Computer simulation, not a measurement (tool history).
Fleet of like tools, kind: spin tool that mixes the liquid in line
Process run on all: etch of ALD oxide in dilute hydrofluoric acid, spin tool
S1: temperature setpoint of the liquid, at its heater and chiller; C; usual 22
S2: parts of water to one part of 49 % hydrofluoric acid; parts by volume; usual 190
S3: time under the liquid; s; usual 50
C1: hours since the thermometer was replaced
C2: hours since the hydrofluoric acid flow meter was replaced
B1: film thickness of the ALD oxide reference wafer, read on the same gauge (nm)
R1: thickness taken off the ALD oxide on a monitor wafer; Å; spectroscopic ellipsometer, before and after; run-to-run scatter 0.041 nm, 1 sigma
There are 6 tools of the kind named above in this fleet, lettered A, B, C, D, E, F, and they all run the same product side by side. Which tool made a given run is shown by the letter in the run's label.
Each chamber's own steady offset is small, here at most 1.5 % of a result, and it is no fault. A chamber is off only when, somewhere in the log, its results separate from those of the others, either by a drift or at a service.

run   hour  S1   S2  S3      C1      C2      B1      R1
 1C   13.4  22  190  50   598.5   539.7  99.982  45.458
 2A     27  22  190  50  1148.5    28.2  99.966  45.081
 3F     38  22  190  50   328.5   884.1  99.994  45.528
 4E   47.8  22  190  50   718.9  1226.6  100.02  45.268
 5D   59.1  22  190  50   575.8   943.6  100.04   45.12
 6B   68.3  22  190  50   214.3    1703  100.01  45.684
      72.1  -- chamber F: hydrofluoric acid flow meter replaced
      77.6  -- chamber C: thermometer replaced
 7C   80.1  22  190  50     2.6   606.4  99.988  46.274
 8E   90.3  22  190  50   761.4  1269.1  99.986  45.605
 9A  102.1  22  190  50  1223.6   103.3  100.02  44.593
10D  111.8  22  190  50   628.5   996.3  100.01  45.378
11B  123.3  22  190  50   269.3    1758  100.02  45.352
12F  134.3  26  190  50   424.8    62.3  100.02  52.662
13D  146.7  26  190  50   663.4  1031.2  100.01  52.116
14A  152.8  26  190  50  1274.3     154  99.997  51.578
15E  162.4  26  190  50   833.5  1341.2  100.01  52.126
16F  175.3  26  190  50   465.8   103.3  99.968  50.613
17C  183.4  26  190  50   105.9   709.7  100.01  52.791
18B  192.3  22  190  50   338.3    1827  99.995  44.635
19B  205.9  22  190  50   351.9  1840.6  100.04  45.839
20E  212.7  22  190  50   883.8  1391.5  100.02  45.703
21C    219  22  190  50   141.5   745.3  100.01  45.616
     225.3  -- chamber C: hydrofluoric acid flow meter replaced
22F  231.2  22  190  50   521.7   159.2  99.994  43.324
23D    240  22  190  50   756.7  1124.5  100.04  44.739
24A  250.9  22  190  50  1372.4   252.1  99.969  45.219
     257.6  -- chamber D: hydrofluoric acid flow meter replaced
25D  261.9  22  140  70   778.6     4.4  99.978  92.087
26F  272.1  22  140  70   562.6   200.1  100.01  84.605
27E  285.5  22  140  70   956.6  1464.3  100.03  91.501
     295.8  -- chamber B: hydrofluoric acid flow meter replaced
28B  296.8  22  140  70   442.8       1  100.03  90.204
29C  302.9  22  140  70   225.4    77.7  99.967  91.242
30A  314.8  22  140  70  1436.3     316  100.01  89.403
31D  328.1  22  190  65   844.8    70.6     100  59.934
32E  334.8  22  190  65  1005.9  1513.6  100.01  57.906
33A  343.1  22  190  65  1464.6   344.3  100.01  57.513
34C  350.3  22  190  65   272.8   125.1  100.04  59.395
35B  360.8  22  190  65   506.8      65  99.995  58.546
36F  370.5  22  190  65     661   298.5  100.05  55.374
37A  378.7  22  100  35  1500.2   379.9  100.02  65.549
38F  386.6  22  100  35   677.1   314.6  100.02  60.526
39C  399.6  22  100  35   322.1   174.4  100.03  67.691

All 6 chambers run these settings next. Forecast each chamber's results:
40A  409.5  22  120  50               ?
40B  409.5  22  120  50               ?
40C  409.5  22  120  50               ?
40D  409.5  22  120  50               ?
40E  409.5  22  120  50               ?
40F  409.5  22  120  50               ?

run      R1
40A  76.384
40B  77.466
40C  78.438
40D  77.967
40E  77.501
40F  72.041

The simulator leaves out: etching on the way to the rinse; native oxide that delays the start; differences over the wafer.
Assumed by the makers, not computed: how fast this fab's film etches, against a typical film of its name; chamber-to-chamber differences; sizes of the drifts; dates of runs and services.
